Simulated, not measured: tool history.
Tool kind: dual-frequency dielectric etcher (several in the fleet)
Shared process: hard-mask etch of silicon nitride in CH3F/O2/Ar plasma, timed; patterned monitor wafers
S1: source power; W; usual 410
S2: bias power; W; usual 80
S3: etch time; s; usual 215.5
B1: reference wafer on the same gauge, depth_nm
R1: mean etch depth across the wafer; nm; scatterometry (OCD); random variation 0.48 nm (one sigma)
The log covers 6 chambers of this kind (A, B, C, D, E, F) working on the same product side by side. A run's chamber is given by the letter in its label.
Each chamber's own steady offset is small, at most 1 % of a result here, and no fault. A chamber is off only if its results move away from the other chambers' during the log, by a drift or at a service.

| run | hour | S1 | S2 | S3 | B1 | R1 |
|---|---|---|---|---|---|---|
| 1C | 4.1 | 410 | 80 | 215.5 | 152.02 | 157.36 |
| 2D | 11.1 | 410 | 80 | 215.5 | 151.88 | 159.00 |
| 3B | 17.3 | 410 | 80 | 215.5 | 152.05 | 157.49 |
| 4A | 23.3 | 410 | 80 | 215.5 | 152.10 | 158.61 |
| 5E | 30.7 | 410 | 80 | 215.5 | 151.90 | 159.45 |
|  | 31.6 | chamber D: source power generator calibrated |
|  | 34.9 | chamber C: source power generator calibrated |
|  | 36.1 | chamber D: bias power generator calibrated |
| 6F | 36.6 | 410 | 80 | 215.5 | 152.12 | 157.83 |
| 7B | 43.9 | 410 | 80 | 215.5 | 151.96 | 157.71 |
| 8E | 48.7 | 410 | 80 | 215.5 | 151.97 | 160.32 |
| 9A | 54.2 | 410 | 80 | 215.5 | 151.96 | 158.36 |
| 10D | 61.4 | 410 | 80 | 215.5 | 151.93 | 159.61 |
| 11C | 68.6 | 410 | 80 | 215.5 | 152.01 | 157.71 |
| 12F | 75.1 | 350 | 80 | 215.5 | 152.08 | 149.60 |
| 13E | 78.5 | 350 | 80 | 215.5 | 151.99 | 149.47 |
| 14D | 85.2 | 350 | 80 | 215.5 | 152.00 | 150.62 |
| 15B | 92.2 | 350 | 80 | 215.5 | 151.98 | 148.70 |
| 16C | 99.0 | 350 | 80 | 215.5 | 151.97 | 148.75 |
|  | 103.0 | chamber E: wet clean of the chamber |
|  | 104.6 | chamber B: wet clean of the chamber |
| 17A | 106.3 | 350 | 80 | 215.5 | 151.97 | 148.95 |
| 18F | 112.5 | 490 | 80 | 215.5 | 151.92 | 170.01 |
| 19D | 117.2 | 490 | 80 | 215.5 | 152.00 | 172.56 |
| 20C | 120.5 | 490 | 80 | 215.5 | 152.06 | 168.22 |
| 21E | 127.2 | 490 | 80 | 215.5 | 151.94 | 170.66 |
| 22A | 131.3 | 490 | 80 | 215.5 | 151.96 | 169.28 |
| 23F | 135.1 | 490 | 80 | 215.5 | 151.90 | 169.69 |
| 24B | 138.8 | 410 | 80 | 215.5 | 151.95 | 157.23 |
|  | 143.4 | chamber E: bias power generator calibrated |
| 25D | 144.5 | 410 | 80 | 215.5 | 152.04 | 161.56 |
| 26A | 149.8 | 410 | 80 | 215.5 | 151.88 | 159.11 |
| 27E | 157.0 | 410 | 80 | 215.5 | 152.00 | 159.15 |
| 28B | 162.6 | 410 | 80 | 215.5 | 152.01 | 157.67 |
| 29F | 166.5 | 410 | 80 | 215.5 | 151.92 | 158.68 |
| 30C | 170.3 | 410 | 80 | 215.5 | 152.06 | 157.64 |
| 31B | 177.2 | 410 | 80 | 215.5 | 152.08 | 157.38 |
| 32F | 183.4 | 410 | 80 | 215.5 | 151.90 | 159.37 |
| 33E | 189.1 | 410 | 80 | 215.5 | 152.00 | 158.82 |
| 34C | 195.3 | 410 | 80 | 215.5 | 152.07 | 157.04 |
| 35A | 199.2 | 410 | 80 | 215.5 | 151.96 | 157.76 |
| 36D | 206.1 | 380 | 80 | 156.5 | 152.10 | 114.97 |
| 37E | 211.3 | 380 | 80 | 156.5 | 152.04 | 111.91 |
| 38B | 218.7 | 380 | 80 | 156.5 | 151.97 | 110.49 |
| 39C | 223.8 | 380 | 80 | 156.5 | 152.10 | 111.34 |
| 40F | 228.5 | 380 | 80 | 156.5 | 152.03 | 111.90 |
| 41D | 233.5 | 380 | 80 | 156.5 | 152.09 | 116.31 |
| 42A | 237.5 | 410 | 80 | 215.5 | 152.03 | 159.05 |
| 43A | 241.8 | 410 | 80 | 215.5 | 152.06 | 157.80 |

Read the log: is a single chamber off, either drifting away or since a service, is the gauge that measures every chamber drifting, or is nothing wrong beyond small per-chamber offsets? Name any odd chamber and what most likely caused it.

Little by little, chamber D moves away from the other chambers.
Cause: etch rate over this chamber's usual, % = 3.61.

Which of the 4 candidates below, each the usual settings with something changed and its results left as question marks, puts chamber D back in line with what the other chambers give on the usual settings?
In line here means within this much of the mean the other chambers give on the usual settings: R1 1.70 nm
| 44D-1 | 247.1 | 400 | 78 | 215.5 |  | ? |
| 44D-2 | 247.1 | 410 | 80 | 218.5 |  | ? |
| 44D-3 | 247.1 | 410 | 79 | 208.0 |  | ? |
| 44D-4 | 247.1 | 410 | 80 | 223.5 |  | ? |

What the other chambers average on the usual settings: R1 158.24 nm
| run | R1 |
|---|---|
| 44D-1 | 161.12 |
| 44D-2 | 166.36 |
| 44D-3 | 157.67 |
| 44D-4 | 170.16 |
With 44D-3, the chamber falls back in line with the rest.
